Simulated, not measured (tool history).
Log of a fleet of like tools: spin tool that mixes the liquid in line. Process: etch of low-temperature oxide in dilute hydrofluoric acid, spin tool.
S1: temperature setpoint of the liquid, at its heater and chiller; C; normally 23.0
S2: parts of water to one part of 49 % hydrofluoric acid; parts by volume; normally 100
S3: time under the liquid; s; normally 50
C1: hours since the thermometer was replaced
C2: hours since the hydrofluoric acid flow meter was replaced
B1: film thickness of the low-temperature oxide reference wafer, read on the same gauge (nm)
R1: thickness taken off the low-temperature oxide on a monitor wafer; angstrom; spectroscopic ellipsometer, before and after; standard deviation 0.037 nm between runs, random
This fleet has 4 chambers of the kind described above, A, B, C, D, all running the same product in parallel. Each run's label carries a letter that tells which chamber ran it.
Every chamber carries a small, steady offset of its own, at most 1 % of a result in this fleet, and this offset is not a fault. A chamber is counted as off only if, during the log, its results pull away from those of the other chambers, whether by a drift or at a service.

Run 1A, hour 6.2: usual settings; C1 2523.3; C2 408.9; B1 130.01. Result: R1 85.620 angstrom.
Run 2B, hour 13.2: usual settings; C1 915.0; C2 2292.0; B1 129.99. Result: R1 86.917 angstrom.
Run 3C, hour 21.2: usual settings; C1 782.8; C2 815.1; B1 130.01. Result: R1 85.924 angstrom.
Run 4D, hour 28.2: usual settings; C1 999.3; C2 200.5; B1 130.00. Result: R1 85.975 angstrom.
Run 5B, hour 37.2: usual settings; C1 939.0; C2 2316.0; B1 129.99. Result: R1 86.646 angstrom.
Run 6A, hour 46.8: usual settings; C1 2563.9; C2 449.5; B1 130.00. Result: R1 86.085 angstrom.
Run 7C, hour 53.7: usual settings; C1 815.3; C2 847.6; B1 129.96. Result: R1 87.016 angstrom.
Run 8D, hour 63.4: usual settings; C1 1034.5; C2 235.7; B1 130.01. Result: R1 85.937 angstrom.
Run 9C, hour 72.8: usual settings; C1 834.4; C2 866.7; B1 130.00. Result: R1 87.895 angstrom.
At hour 73.6: chamber D: thermometer replaced.
Run 10B, hour 79.0: usual settings; C1 980.8; C2 2357.8; B1 129.99. Result: R1 86.403 angstrom.
Run 11A, hour 89.0: usual settings; C1 2606.1; C2 491.7; B1 130.00. Result: R1 85.989 angstrom.
Run 12D, hour 99.1: usual settings; C1 25.6; C2 271.4; B1 130.02. Result: R1 85.974 angstrom.
Run 13A, hour 105.8: usual settings but S2 135 parts by volume, S3 80 s; C1 2622.9; C2 508.5; B1 130.01. Result: R1 97.627 angstrom.
Run 14D, hour 115.2: usual settings but S2 135 parts by volume, S3 80 s; C1 41.7; C2 287.5; B1 130.01. Result: R1 97.500 angstrom.
Run 15C, hour 124.5: usual settings but S2 135 parts by volume, S3 80 s; C1 886.1; C2 918.4; B1 130.00. Result: R1 102.500 angstrom.
Run 16B, hour 130.5: usual settings but S2 135 parts by volume, S3 80 s; C1 1032.3; C2 2409.3; B1 129.96. Result: R1 98.076 angstrom.
Run 17B, hour 141.0: usual settings; C1 1042.8; C2 2419.8; B1 129.98. Result: R1 86.481 angstrom.
Run 18D, hour 146.9: usual settings; C1 73.4; C2 319.2; B1 129.98. Result: R1 86.473 angstrom.
Run 19C, hour 154.9: usual settings; C1 916.5; C2 948.8; B1 130.00. Result: R1 89.693 angstrom.
Run 20A, hour 163.1: usual settings; C1 2680.2; C2 565.8; B1 130.01. Result: R1 85.593 angstrom.
Run 21A, hour 169.7: usual settings; C1 2686.8; C2 572.4; B1 129.99. Result: R1 86.040 angstrom.
At hour 172.7: chamber A: thermometer replaced.
Run 22B, hour 178.0: usual settings; C1 1079.8; C2 2456.8; B1 130.02. Result: R1 86.687 angstrom.
Run 23D, hour 186.2: usual settings but S1 21.5 C; C1 112.7; C2 358.5; B1 130.03. Result: R1 81.227 angstrom.
Run 24C, hour 196.2: usual settings but S1 21.5 C; C1 957.8; C2 990.1; B1 129.99. Result: R1 85.450 angstrom.
Run 25A, hour 201.0: usual settings but S1 21.5 C; C1 28.4; C2 603.7; B1 129.99. Result: R1 80.909 angstrom.

Which is it: a chamber that has drifted or been left off by a service, a gauge drift common to all chambers, or only each chamber's usual small offset? If a chamber is off, name it and its likeliest cause.

It is chamber C that slowly wanders off from its peers.
What lies behind it: hydrofluoric acid flow above the setpoint (%) = 5.77.
It could be hard to tell apart here from: liquid hotter than its thermometer reads (K).

Which of the 4 candidates below, each the usual settings with something changed and its results left as question marks, puts chamber C back in line with what the other chambers give on the usual settings?
Allowed miss from the other chambers' usual-settings mean, per result, to count as in line: R1 1.300 angstrom
Run 26C-1, hour 208.8: usual settings but S1 24.5 C. Result: R1 ?.
Run 26C-2, hour 208.8: usual settings but S1 21.5 C. Result: R1 ?.
Run 26C-3, hour 208.8: usual settings but S1 26.5 C. Result: R1 ?.
Run 26C-4, hour 208.8: usual settings but S1 19.5 C. Result: R1 ?.

On the usual settings, the other chambers give on average: R1 86.045 angstrom
  run       R1
26C-1   97.704
26C-2   86.621
26C-3  105.720
26C-4   79.762
It is 26C-2 that realigns the chamber with its peers.
